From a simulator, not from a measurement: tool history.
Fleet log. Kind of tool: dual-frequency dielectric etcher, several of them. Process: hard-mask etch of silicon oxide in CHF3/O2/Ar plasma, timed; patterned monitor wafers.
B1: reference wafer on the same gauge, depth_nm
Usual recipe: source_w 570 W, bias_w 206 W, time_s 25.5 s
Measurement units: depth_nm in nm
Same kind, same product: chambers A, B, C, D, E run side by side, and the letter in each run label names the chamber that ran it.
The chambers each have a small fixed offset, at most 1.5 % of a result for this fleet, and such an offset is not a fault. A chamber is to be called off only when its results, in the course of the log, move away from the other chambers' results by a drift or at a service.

run 1C hour=10.1 | source_w=570 bias_w=206 time_s=25.5 | B1=61.293 | depth_nm=51.528
run 2D hour=25.0 | source_w=570 bias_w=206 time_s=25.5 | B1=61.282 | depth_nm=52.112
run 3E hour=39.2 | source_w=570 bias_w=206 time_s=25.5 | B1=61.431 | depth_nm=52.532
run 4B hour=54.3 | source_w=570 bias_w=206 time_s=25.5 | B1=61.319 | depth_nm=51.685
run 5A hour=69.7 | source_w=570 bias_w=206 time_s=25.5 | B1=61.329 | depth_nm=51.499
-- hour=75.0 chamber A: wet clean of the chamber
run 6B hour=78.6 | source_w=570 bias_w=233 time_s=18.5 | B1=61.353 | depth_nm=39.334
run 7E hour=89.8 | source_w=570 bias_w=233 time_s=18.5 | B1=61.311 | depth_nm=39.871
run 8A hour=100.6 | source_w=570 bias_w=233 time_s=18.5 | B1=61.307 | depth_nm=39.442
-- hour=110.4 chamber D: bias power generator calibrated
run 9D hour=115.1 | source_w=570 bias_w=233 time_s=18.5 | B1=61.393 | depth_nm=38.725
run 10C hour=126.9 | source_w=570 bias_w=233 time_s=18.5 | B1=61.359 | depth_nm=39.011
-- hour=134.1 chamber D: source power generator calibrated
run 11B hour=136.0 | source_w=570 bias_w=206 time_s=25.5 | B1=61.312 | depth_nm=52.103
run 12D hour=146.2 | source_w=570 bias_w=206 time_s=25.5 | B1=61.305 | depth_nm=51.624
run 13A hour=156.0 | source_w=570 bias_w=206 time_s=25.5 | B1=61.221 | depth_nm=52.348
run 14C hour=165.6 | source_w=570 bias_w=206 time_s=25.5 | B1=61.248 | depth_nm=50.914
run 15E hour=178.5 | source_w=570 bias_w=206 time_s=25.5 | B1=61.245 | depth_nm=52.484
run 16B hour=189.3 | source_w=570 bias_w=206 time_s=25.5 | B1=61.293 | depth_nm=51.408
run 17D hour=204.1 | source_w=570 bias_w=206 time_s=25.5 | B1=61.340 | depth_nm=51.449
-- hour=214.7 chamber E: wet clean of the chamber
run 18C hour=218.5 | source_w=570 bias_w=206 time_s=25.5 | B1=61.300 | depth_nm=50.701
run 19E hour=227.3 | source_w=570 bias_w=236 time_s=30.5 | B1=61.247 | depth_nm=65.228
run 20A hour=237.3 | source_w=570 bias_w=236 time_s=30.5 | B1=61.258 | depth_nm=64.461
run 21D hour=245.7 | source_w=570 bias_w=236 time_s=30.5 | B1=61.295 | depth_nm=64.000
run 22E hour=257.2 | source_w=570 bias_w=236 time_s=30.5 | B1=61.283 | depth_nm=65.621
run 23A hour=269.6 | source_w=570 bias_w=236 time_s=30.5 | B1=61.265 | depth_nm=65.281
-- hour=276.1 chamber C: wet clean of the chamber
run 24B hour=278.6 | source_w=570 bias_w=188 time_s=25.5 | B1=61.347 | depth_nm=50.347
run 25C hour=290.3 | source_w=570 bias_w=188 time_s=25.5 | B1=61.217 | depth_nm=49.904
run 26B hour=300.3 | source_w=570 bias_w=188 time_s=25.5 | B1=61.266 | depth_nm=50.231
run 27A hour=312.8 | source_w=570 bias_w=188 time_s=25.5 | B1=61.367 | depth_nm=49.850
run 28E hour=325.8 | source_w=570 bias_w=188 time_s=25.5 | B1=61.300 | depth_nm=50.407
-- hour=330.3 chamber B: wet clean of the chamber
run 29D hour=339.8 | source_w=570 bias_w=206 time_s=25.5 | B1=61.302 | depth_nm=51.460
run 30C hour=347.2 | source_w=570 bias_w=206 time_s=25.5 | B1=61.296 | depth_nm=50.569
run 31D hour=359.8 | source_w=570 bias_w=206 time_s=25.5 | B1=61.385 | depth_nm=51.624
run 32B hour=374.1 | source_w=570 bias_w=206 time_s=25.5 | B1=61.247 | depth_nm=51.905
run 33E hour=386.1 | source_w=570 bias_w=206 time_s=25.5 | B1=61.430 | depth_nm=52.108
run 34C hour=397.6 | source_w=570 bias_w=206 time_s=25.5 | B1=61.392 | depth_nm=50.992
-- hour=405.4 chamber D: wet clean of the chamber
run 35A hour=408.3 | source_w=570 bias_w=206 time_s=25.5 | B1=61.263 | depth_nm=51.844
run 36A hour=422.8 | source_w=570 bias_w=206 time_s=25.5 | B1=61.315 | depth_nm=52.553
run 37D hour=437.5 | source_w=570 bias_w=206 time_s=25.5 | B1=61.160 | depth_nm=51.946
run 38C hour=452.8 | source_w=570 bias_w=206 time_s=25.5 | B1=61.280 | depth_nm=50.924
run 39E hour=462.2 | source_w=570 bias_w=206 time_s=25.5 | B1=61.384 | depth_nm=52.174

Next, all 5 chambers run the settings below, one line each with question marks for the results. What does each chamber give?
run 40A hour=473.4 | source_w=570 bias_w=206 time_s=31.0 | depth_nm=?
run 40B hour=473.4 | source_w=570 bias_w=206 time_s=31.0 | depth_nm=?
run 40C hour=473.4 | source_w=570 bias_w=206 time_s=31.0 | depth_nm=?
run 40D hour=473.4 | source_w=570 bias_w=206 time_s=31.0 | depth_nm=?
run 40E hour=473.4 | source_w=570 bias_w=206 time_s=31.0 | depth_nm=?

run=40A depth_nm=62.039
run=40B depth_nm=62.774
run=40C depth_nm=61.257
run=40D depth_nm=63.272
run=40E depth_nm=63.576

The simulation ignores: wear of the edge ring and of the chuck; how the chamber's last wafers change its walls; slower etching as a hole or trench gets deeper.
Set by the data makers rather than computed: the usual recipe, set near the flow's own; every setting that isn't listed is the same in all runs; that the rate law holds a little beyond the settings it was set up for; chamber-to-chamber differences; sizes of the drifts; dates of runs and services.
